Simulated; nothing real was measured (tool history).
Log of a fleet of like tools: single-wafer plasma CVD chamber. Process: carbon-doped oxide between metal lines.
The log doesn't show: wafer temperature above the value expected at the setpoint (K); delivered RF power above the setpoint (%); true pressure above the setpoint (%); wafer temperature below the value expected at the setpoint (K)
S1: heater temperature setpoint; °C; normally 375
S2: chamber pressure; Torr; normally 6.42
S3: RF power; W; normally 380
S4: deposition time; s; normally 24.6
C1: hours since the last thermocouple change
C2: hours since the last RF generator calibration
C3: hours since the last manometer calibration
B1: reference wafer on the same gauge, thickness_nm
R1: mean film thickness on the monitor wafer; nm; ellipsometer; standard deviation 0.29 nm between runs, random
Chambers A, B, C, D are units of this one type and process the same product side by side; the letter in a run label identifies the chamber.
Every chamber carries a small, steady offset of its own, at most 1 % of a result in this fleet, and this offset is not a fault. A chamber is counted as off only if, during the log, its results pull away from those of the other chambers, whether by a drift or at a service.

run,day,S1,S2,S3,S4,C1,C2,C3,B1,R1
1A,0.379,375,6.42,380,24.6,890.8,1106.3,1597.5,83.968,100.22
2D,0.662,375,6.42,380,24.6,859.4,591.9,39.7,84.009,99.77
3C,1.046,375,6.42,380,24.6,1548.5,36,1379.7,84.01,100.53
# day 1.267: chamber B: thermocouple changed; heater temperature recalibrated
4B,1.408,375,6.42,380,24.6,3.5,582.7,667.6,84.019,99.844
5B,1.625,375,6.42,380,24.6,8.7,587.9,672.8,83.942,99.721
6C,1.879,375,6.42,380,24.6,1568.5,56,1399.7,84.004,100.49
7D,2.283,375,6.42,380,24.6,898.3,630.8,78.6,83.984,100.24
8A,2.583,375,6.42,380,24.6,943.7,1159.2,1650.4,83.947,100.17
9B,3,375,6.42,380,24.6,41.7,620.9,705.8,83.948,100.12
10A,3.454,375,6.42,380,24.6,964.6,1180.1,1671.3,84.06,100.39
11C,3.7,375,6.42,380,24.6,1612.2,99.7,1443.4,83.977,100.5
12D,4.038,375,6.42,380,24.6,940.4,672.9,120.7,83.992,99.486
13B,4.433,375,6.42,380,24.6,76.1,655.3,740.2,84.006,99.107
14D,4.8,375,6.42,380,24.6,958.7,691.2,139,84.03,99.55
15C,5.167,375,6.42,380,24.6,1647.4,134.9,1478.6,84.003,100.65
16A,5.529,375,6.42,380,24.6,1014.4,1229.9,1721.1,83.972,99.659
17D,5.892,375,6.42,380,24.6,984.9,717.4,165.2,83.982,99.58
18C,6.271,375,6.42,380,24.6,1673.9,161.4,1505.1,83.909,100.77
19A,6.65,375,6.42,380,24.6,1041.3,1256.8,1748,84.102,99.95
20B,7.054,375,6.42,380,24.6,139,718.2,803.1,83.985,100.1
21A,7.429,375,6.42,380,24.6,1060,1275.5,1766.7,83.995,99.887
22D,7.646,375,6.42,380,24.6,1027,759.5,207.3,83.991,99.814
23C,8.096,375,7.39,420,24.6,1717.7,205.2,1548.9,83.986,109.5
24B,8.375,375,7.39,420,24.6,170.7,749.9,834.8,84.018,108.32
25B,8.696,375,7.39,420,24.6,178.4,757.6,842.5,83.942,108.36
26C,8.971,375,7.39,420,24.6,1738.7,226.2,1569.9,83.968,109.82
27A,9.262,375,6.42,380,24.6,1104,1319.5,1810.7,84.069,100.3
28D,9.508,375,6.42,380,24.6,1071.7,804.2,252,83.984,100.15
29C,9.775,375,6.42,380,24.6,1758,245.5,1589.2,83.952,100.67
# day 9.833: chamber A: capacitance manometer re-zeroed and calibrated
30D,10.167,375,6.42,380,24.6,1087.5,820,267.8,84.046,100.02
31A,10.408,375,6.42,380,24.6,1131.5,1347,13.9,84.013,100.06
32B,10.812,375,7.11,380,24.6,229.2,808.4,893.3,83.994,100.5
33A,11.012,375,7.11,380,24.6,1146,1361.5,28.4,84.046,100.78
34B,11.45,375,7.11,380,24.6,244.5,823.7,908.6,84.013,100.29
35D,11.821,375,7.11,380,24.6,1127.2,859.7,307.5,84.012,100.55
36C,12.221,375,5.27,425,24.6,1816.7,304.2,1647.9,83.924,106.93
37A,12.554,375,5.27,425,24.6,1183,1398.5,65.4,84.048,106.83
38C,12.967,375,5.27,425,24.6,1834.6,322.1,1665.8,83.924,106.98

Next, every chamber runs the same settings. What will each give?
39A,13.3,375,6.42,380,24.6,,,,,?
39B,13.3,375,6.42,380,24.6,,,,,?
39C,13.3,375,6.42,380,24.6,,,,,?
39D,13.3,375,6.42,380,24.6,,,,,?

run,R1
39A,99.795
39B,100.33
39C,100.19
39D,99.924
